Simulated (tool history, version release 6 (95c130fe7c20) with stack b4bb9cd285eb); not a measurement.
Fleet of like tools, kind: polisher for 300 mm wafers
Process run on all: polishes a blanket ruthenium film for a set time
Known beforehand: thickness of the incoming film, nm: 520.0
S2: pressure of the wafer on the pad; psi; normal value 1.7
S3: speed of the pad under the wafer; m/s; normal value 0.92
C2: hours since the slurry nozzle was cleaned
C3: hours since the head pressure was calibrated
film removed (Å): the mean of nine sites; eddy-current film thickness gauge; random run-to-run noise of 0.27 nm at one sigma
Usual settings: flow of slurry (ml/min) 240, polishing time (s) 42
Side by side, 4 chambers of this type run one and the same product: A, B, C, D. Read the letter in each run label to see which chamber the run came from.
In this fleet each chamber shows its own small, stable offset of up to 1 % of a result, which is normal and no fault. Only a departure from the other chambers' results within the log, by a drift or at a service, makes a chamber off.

{"run": "1B", "hour": 10.5, "flow of slurry (ml/min)": 240, "S2": 1.7, "S3": 0.92, "polishing time (s)": 42, "wafers polished on this pad": 197, "C2": 118.4, "C3": 619.4, "film removed (Å)": 307.47}
{"hour": 13.5, "done": "chamber A: worn pad replaced by a new one"}
{"hour": 24.6, "done": "chamber D: worn pad replaced by a new one"}
{"run": "2C", "hour": 25.5, "flow of slurry (ml/min)": 240, "S2": 1.7, "S3": 0.92, "polishing time (s)": 42, "wafers polished on this pad": 1133, "C2": 40.4, "C3": 102.6, "film removed (Å)": 312.29}
{"run": "3D", "hour": 40.2, "flow of slurry (ml/min)": 240, "S2": 1.7, "S3": 0.92, "polishing time (s)": 42, "wafers polished on this pad": 238, "C2": 503.0, "C3": 593.2, "film removed (Å)": 309.67}
{"run": "4A", "hour": 49.5, "flow of slurry (ml/min)": 240, "S2": 1.7, "S3": 0.92, "polishing time (s)": 42, "wafers polished on this pad": 548, "C2": 201.6, "C3": 706.2, "film removed (Å)": 308.26}
{"run": "5A", "hour": 60.1, "flow of slurry (ml/min)": 240, "S2": 2.2, "S3": 0.92, "polishing time (s)": 42, "wafers polished on this pad": 710, "C2": 212.2, "C3": 716.8, "film removed (Å)": 394.37}
{"run": "6B", "hour": 67.4, "flow of slurry (ml/min)": 240, "S2": 2.2, "S3": 0.92, "polishing time (s)": 42, "wafers polished on this pad": 1064, "C2": 175.3, "C3": 676.3, "film removed (Å)": 396.73}
{"hour": 70.0, "done": "chamber B: worn pad replaced by a new one"}
{"run": "7C", "hour": 74.6, "flow of slurry (ml/min)": 240, "S2": 2.2, "S3": 0.92, "polishing time (s)": 42, "wafers polished on this pad": 1881, "C2": 89.5, "C3": 151.7, "film removed (Å)": 402.79}
{"run": "8D", "hour": 89.1, "flow of slurry (ml/min)": 240, "S2": 2.2, "S3": 0.92, "polishing time (s)": 42, "wafers polished on this pad": 983, "C2": 551.9, "C3": 642.1, "film removed (Å)": 399.23}
{"hour": 100.4, "done": "chamber D: worn pad replaced by a new one"}
{"hour": 104.1, "done": "chamber A: worn pad replaced by a new one"}
{"run": "9C", "hour": 104.1, "flow of slurry (ml/min)": 240, "S2": 1.7, "S3": 0.92, "polishing time (s)": 42, "wafers polished on this pad": 2331, "C2": 119.0, "C3": 181.2, "film removed (Å)": 307.61}
{"run": "10D", "hour": 117.3, "flow of slurry (ml/min)": 240, "S2": 1.7, "S3": 0.92, "polishing time (s)": 42, "wafers polished on this pad": 258, "C2": 580.1, "C3": 670.3, "film removed (Å)": 306.74}
{"run": "11B", "hour": 133.2, "flow of slurry (ml/min)": 240, "S2": 1.7, "S3": 0.92, "polishing time (s)": 42, "wafers polished on this pad": 964, "C2": 241.1, "C3": 742.1, "film removed (Å)": 303.43}
{"run": "12A", "hour": 143.3, "flow of slurry (ml/min)": 240, "S2": 1.7, "S3": 0.92, "polishing time (s)": 42, "wafers polished on this pad": 597, "C2": 295.4, "C3": 800.0, "film removed (Å)": 310.65}
{"hour": 145.8, "done": "chamber A: slurry nozzle cleaned"}
{"run": "13D", "hour": 153.7, "flow of slurry (ml/min)": 240, "S2": 1.7, "S3": 0.92, "polishing time (s)": 42, "wafers polished on this pad": 813, "C2": 616.5, "C3": 706.7, "film removed (Å)": 307.47}
{"run": "14B", "hour": 162.8, "flow of slurry (ml/min)": 240, "S2": 2.1, "S3": 0.62, "polishing time (s)": 42, "wafers polished on this pad": 1415, "C2": 270.7, "C3": 771.7, "film removed (Å)": 254.24}
{"hour": 164.3, "done": "chamber B: worn pad replaced by a new one"}
{"hour": 171.4, "done": "chamber D: slurry nozzle cleaned"}
{"run": "15C", "hour": 173.5, "flow of slurry (ml/min)": 240, "S2": 2.1, "S3": 0.62, "polishing time (s)": 42, "wafers polished on this pad": 3388, "C2": 188.4, "C3": 250.6, "film removed (Å)": 250.11}
{"hour": 177.5, "done": "chamber A: worn pad replaced by a new one"}
{"hour": 182.2, "done": "chamber D: worn pad replaced by a new one"}
{"run": "16A", "hour": 182.3, "flow of slurry (ml/min)": 240, "S2": 2.1, "S3": 0.62, "polishing time (s)": 42, "wafers polished on this pad": 73, "C2": 36.5, "C3": 839.0, "film removed (Å)": 258.32}
{"run": "17C", "hour": 189.5, "flow of slurry (ml/min)": 240, "S2": 2.1, "S3": 0.62, "polishing time (s)": 42, "wafers polished on this pad": 3632, "C2": 204.4, "C3": 266.6, "film removed (Å)": 252.87}
{"run": "18A", "hour": 196.9, "flow of slurry (ml/min)": 240, "S2": 1.7, "S3": 0.92, "polishing time (s)": 42, "wafers polished on this pad": 295, "C2": 51.1, "C3": 853.6, "film removed (Å)": 307.46}
{"run": "19D", "hour": 211.5, "flow of slurry (ml/min)": 240, "S2": 1.1, "S3": 0.92, "polishing time (s)": 42, "wafers polished on this pad": 447, "C2": 40.1, "C3": 764.5, "film removed (Å)": 201.73}
{"run": "20B", "hour": 220.3, "flow of slurry (ml/min)": 240, "S2": 1.1, "S3": 0.92, "polishing time (s)": 42, "wafers polished on this pad": 854, "C2": 328.2, "C3": 829.2, "film removed (Å)": 199.89}
{"run": "21B", "hour": 231.6, "flow of slurry (ml/min)": 240, "S2": 1.1, "S3": 0.92, "polishing time (s)": 42, "wafers polished on this pad": 1026, "C2": 339.5, "C3": 840.5, "film removed (Å)": 199.79}
{"run": "22D", "hour": 246.3, "flow of slurry (ml/min)": 240, "S2": 1.1, "S3": 0.92, "polishing time (s)": 42, "wafers polished on this pad": 977, "C2": 74.9, "C3": 799.3, "film removed (Å)": 197.41}
{"hour": 256.3, "done": "chamber B: worn pad replaced by a new one"}
{"run": "23C", "hour": 257.9, "flow of slurry (ml/min)": 240, "S2": 1.7, "S3": 0.92, "polishing time (s)": 42, "wafers polished on this pad": 4674, "C2": 272.8, "C3": 335.0, "film removed (Å)": 297.96}
{"hour": 260.2, "done": "chamber D: worn pad replaced by a new one"}
{"hour": 262.7, "done": "chamber A: worn pad replaced by a new one"}
{"run": "24A", "hour": 267.9, "flow of slurry (ml/min)": 240, "S2": 1.7, "S3": 0.92, "polishing time (s)": 42, "wafers polished on this pad": 79, "C2": 122.1, "C3": 924.6, "film removed (Å)": 310.57}
{"run": "25D", "hour": 275.5, "flow of slurry (ml/min)": 240, "S2": 1.7, "S3": 0.92, "polishing time (s)": 42, "wafers polished on this pad": 233, "C2": 104.1, "C3": 828.5, "film removed (Å)": 310.89}
{"run": "26B", "hour": 290.2, "flow of slurry (ml/min)": 240, "S2": 1.7, "S3": 0.92, "polishing time (s)": 42, "wafers polished on this pad": 517, "C2": 398.1, "C3": 899.1, "film removed (Å)": 308.62}
{"run": "27C", "hour": 300.3, "flow of slurry (ml/min)": 240, "S2": 1.7, "S3": 0.92, "polishing time (s)": 42, "wafers polished on this pad": 5320, "C2": 315.2, "C3": 377.4, "film removed (Å)": 293.5}
{"hour": 310.8, "done": "chamber A: head pressure recalibrated"}
{"run": "28A", "hour": 312.2, "flow of slurry (ml/min)": 240, "S2": 1.7, "S3": 0.92, "polishing time (s)": 42, "wafers polished on this pad": 754, "C2": 166.4, "C3": 1.4, "film removed (Å)": 304.13}
{"hour": 325.6, "done": "chamber B: head pressure recalibrated"}
{"run": "29A", "hour": 327.3, "flow of slurry (ml/min)": 240, "S2": 1.7, "S3": 0.92, "polishing time (s)": 42, "wafers polished on this pad": 984, "C2": 181.5, "C3": 16.5, "film removed (Å)": 302.2}
{"hour": 335.6, "done": "chamber B: worn pad replaced by a new one"}
{"run": "30C", "hour": 339.2, "flow of slurry (ml/min)": 240, "S2": 1.7, "S3": 0.92, "polishing time (s)": 42, "wafers polished on this pad": 5913, "C2": 354.1, "C3": 416.3, "film removed (Å)": 291.74}
{"run": "31D", "hour": 347.1, "flow of slurry (ml/min)": 240, "S2": 1.7, "S3": 0.92, "polishing time (s)": 42, "wafers polished on this pad": 1324, "C2": 175.7, "C3": 900.1, "film removed (Å)": 304.04}
{"hour": 349.8, "done": "chamber D: worn pad replaced by a new one"}
{"hour": 351.5, "done": "chamber A: worn pad replaced by a new one"}
{"run": "32B", "hour": 360.8, "flow of slurry (ml/min)": 240, "S2": 1.7, "S3": 0.92, "polishing time (s)": 42, "wafers polished on this pad": 383, "C2": 468.7, "C3": 35.2, "film removed (Å)": 301.71}
{"run": "33B", "hour": 370.3, "flow of slurry (ml/min)": 240, "S2": 1.7, "S3": 0.92, "polishing time (s)": 42, "wafers polished on this pad": 528, "C2": 478.2, "C3": 44.7, "film removed (Å)": 306.71}
{"run": "34A", "hour": 381.2, "flow of slurry (ml/min)": 240, "S2": 1.7, "S3": 0.92, "polishing time (s)": 42, "wafers polished on this pad": 453, "C2": 235.4, "C3": 70.4, "film removed (Å)": 305.22}
{"run": "35C", "hour": 395.4, "flow of slurry (ml/min)": 240, "S2": 1.7, "S3": 0.92, "polishing time (s)": 42, "wafers polished on this pad": 6769, "C2": 410.3, "C3": 472.5, "film removed (Å)": 288.42}
{"run": "36D", "hour": 408.7, "flow of slurry (ml/min)": 240, "S2": 1.7, "S3": 0.92, "polishing time (s)": 42, "wafers polished on this pad": 898, "C2": 237.3, "C3": 961.7, "film removed (Å)": 307.58}
{"run": "37D", "hour": 421.5, "flow of slurry (ml/min)": 240, "S2": 1.2, "S3": 0.92, "polishing time (s)": 53, "wafers polished on this pad": 1093, "C2": 250.1, "C3": 974.5, "film removed (Å)": 269.68}

Each of the 4 chambers runs these same settings next. Fill in every chamber's results:
{"run": "38A", "hour": 432.9, "flow of slurry (ml/min)": 240, "S2": 1.7, "S3": 0.92, "polishing time (s)": 42, "film removed (Å)": "?"}
{"run": "38B", "hour": 432.9, "flow of slurry (ml/min)": 240, "S2": 1.7, "S3": 0.92, "polishing time (s)": 42, "film removed (Å)": "?"}
{"run": "38C", "hour": 432.9, "flow of slurry (ml/min)": 240, "S2": 1.7, "S3": 0.92, "polishing time (s)": 42, "film removed (Å)": "?"}
{"run": "38D", "hour": 432.9, "flow of slurry (ml/min)": 240, "S2": 1.7, "S3": 0.92, "polishing time (s)": 42, "film removed (Å)": "?"}

run=38A film_removed_(Å)=305.94
run=38B film_removed_(Å)=302.83
run=38C film_removed_(Å)=285.69
run=38D film_removed_(Å)=308.01
